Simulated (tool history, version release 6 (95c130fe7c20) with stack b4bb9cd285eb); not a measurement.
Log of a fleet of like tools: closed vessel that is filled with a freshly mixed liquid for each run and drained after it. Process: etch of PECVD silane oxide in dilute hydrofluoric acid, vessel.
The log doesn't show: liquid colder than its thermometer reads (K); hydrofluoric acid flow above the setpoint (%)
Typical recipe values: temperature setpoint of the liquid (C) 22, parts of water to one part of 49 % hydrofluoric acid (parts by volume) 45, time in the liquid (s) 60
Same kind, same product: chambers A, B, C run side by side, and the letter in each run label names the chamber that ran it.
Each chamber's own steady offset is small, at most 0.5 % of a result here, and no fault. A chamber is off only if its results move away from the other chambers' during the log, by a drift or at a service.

run   hour  temperature setpoint of the liquid (C)  parts of water to one part of 49 % hydrofluoric acid (parts by volume)  time in the liquid (s)  hours since the thermometer was replaced  hours since the hydrofluoric acid flow meter was replaced  read-back film thickness of the PECVD silane oxide reference wafer, read on the same gauge (nm)  thickness taken off the PECVD silane oxide on a monitor wafer (angstrom)
 1C    2.8                                      22                                                                      45                      60                                     385.9                                                     1190.1                                                                                           30.015                                                                    243.86
 2B    5.8                                      22                                                                      45                      60                                     979.5                                                      152.7                                                                                           29.998                                                                    246.61
 3A    9.6                                      22                                                                      45                      60                                     534.8                                                      504.8                                                                                           29.979                                                                    246.16
 4B   13.7                                      22                                                                      45                      60                                     987.4                                                      160.6                                                                                           29.964                                                                    251.23
 5A   17.2                                      22                                                                      45                      60                                     542.4                                                      512.4                                                                                           29.992                                                                    245.28
 6C   20.9                                      20                                                                      45                      50                                       404                                                     1208.2                                                                                           29.984                                                                    192.37
 7C   23.5                                      20                                                                      45                      50                                     406.6                                                     1210.8                                                                                           30.037                                                                    186.32
 8B   28.6                                      20                                                                      45                      50                                    1002.3                                                      175.5                                                                                           30.044                                                                    188.32
 9A   31.7                                      22                                                                      45                      60                                     556.9                                                      526.9                                                                                           30.013                                                                       246
10B   35.2                                      22                                                                      45                      60                                    1008.9                                                      182.1                                                                                           30.005                                                                     246.2
11C   37.8                                      22                                                                      45                      60                                     420.9                                                     1225.1                                                                                           30.007                                                                    255.16
12A   40.4                                      22                                                                      45                      60                                     565.6                                                      535.6                                                                                           29.992                                                                    245.99
13A   44.9                                      22                                                                      45                      60                                     570.1                                                      540.1                                                                                           30.005                                                                    244.19
14B   48.8                                    26.5                                                                      60                      60                                    1022.5                                                      195.7                                                                                           30.055                                                                    218.59
15C   52.8                                    26.5                                                                      60                      60                                     435.9                                                     1240.1                                                                                            29.99                                                                    229.29
16C   55.6                                    26.5                                                                      60                      60                                     438.7                                                     1242.9                                                                                           30.019                                                                    229.23
17A   61.1                                      22                                                                      45                      60                                     586.3                                                      556.3                                                                                           30.004                                                                    249.06
18B     64                                      22                                                                      45                      60                                    1037.7                                                      210.9                                                                                           29.991                                                                    250.07
19C   66.8                                      22                                                                      45                      60                                     449.9                                                     1254.1                                                                                           30.017                                                                    258.79
20A   71.4                                      22                                                                      45                      95                                     596.6                                                      566.6                                                                                           29.981                                                                    389.62
21B   76.7                                      22                                                                      45                      95                                    1050.4                                                      223.6                                                                                           29.977                                                                     388.3
22A   81.6                                      22                                                                      45                      95                                     606.8                                                      576.8                                                                                           30.028                                                                     389.6
23C   84.2                                      22                                                                      45                      60                                     467.3                                                     1271.5                                                                                               30                                                                    259.86
24B   87.7                                      22                                                                      45                      60                                    1061.4                                                      234.6                                                                                           29.933                                                                    245.78
25C     92                                      22                                                                      30                      35                                     475.1                                                     1279.3                                                                                           29.997                                                                    231.89
26B     95                                      22                                                                      30                      35                                    1068.7                                                      241.9                                                                                           29.993                                                                    219.49
27A     99                                      22                                                                      30                      35                                     624.2                                                      594.2                                                                                           30.018                                                                    221.72
28B  102.4                                      22                                                                      45                      85                                    1076.1                                                      249.3                                                                                           30.008                                                                    345.44
29C  105.6                                      22                                                                      45                      85                                     488.7                                                     1292.9                                                                                           29.976                                                                    383.78
30A  110.8                                      22                                                                      45                      85                                       636                                                        606                                                                                           29.994                                                                    348.98
31B  114.7                                      22                                                                      45                      60                                    1088.4                                                      261.6                                                                                            29.98                                                                    247.84
32C    120                                      22                                                                      45                      60                                     503.1                                                     1307.3                                                                                           29.962                                                                    271.19
33A  123.4                                      22                                                                      45                      60                                     648.6                                                      618.6                                                                                           30.044                                                                    250.27
34B  128.7                                    24.5                                                                      45                      40                                    1102.4                                                      275.6                                                                                           29.994                                                                    182.19
35C  133.8                                    24.5                                                                      45                      40                                     516.9                                                     1321.1                                                                                            29.97                                                                    203.15

Read the log: is a single chamber off, either drifting away or since a service, is the gauge that measures every chamber drifting, or is nothing wrong beyond small per-chamber offsets? Name any odd chamber and what most likely caused it.

Little by little, chamber C moves away from the other chambers.
What lies behind it: hydrofluoric acid flow above the setpoint (%) = 11.
With only this log, it may be confused with: liquid hotter than its thermometer reads (K).

Chamber C could run next with any of the 4 candidate recipes listed below; each alters the usual settings, and their results appear as question marks. Which one brings its results back in line with what the other chambers deliver on the usual settings?
In line means no further than this from the other chambers' mean on the usual settings: thickness taken off the PECVD silane oxide on a monitor wafer (angstrom) 7.7
36C-1  137.9                                    21.5                                                                      45                      55                                                                                                                                                                                                                                                                               ?
36C-2  137.9                                    23.5                                                                      45                      60                                                                                                                                                                                                                                                                               ?
36C-3  137.9                                    20.5                                                                      45                      60                                                                                                                                                                                                                                                                               ?
36C-4  137.9                                    24.5                                                                      45                      60                                                                                                                                                                                                                                                                               ?

Other chambers, usual settings, mean: thickness taken off the PECVD silane oxide on a monitor wafer (angstrom) 246.53
  run  thickness taken off the PECVD silane oxide on a monitor wafer (angstrom)
36C-1                                                                    246.09
36C-2                                                                    291.84
36C-3                                                                    257.42
36C-4                                                                    304.07
The right change is 36C-1: it brings the chamber back within the allowed miss of the others.
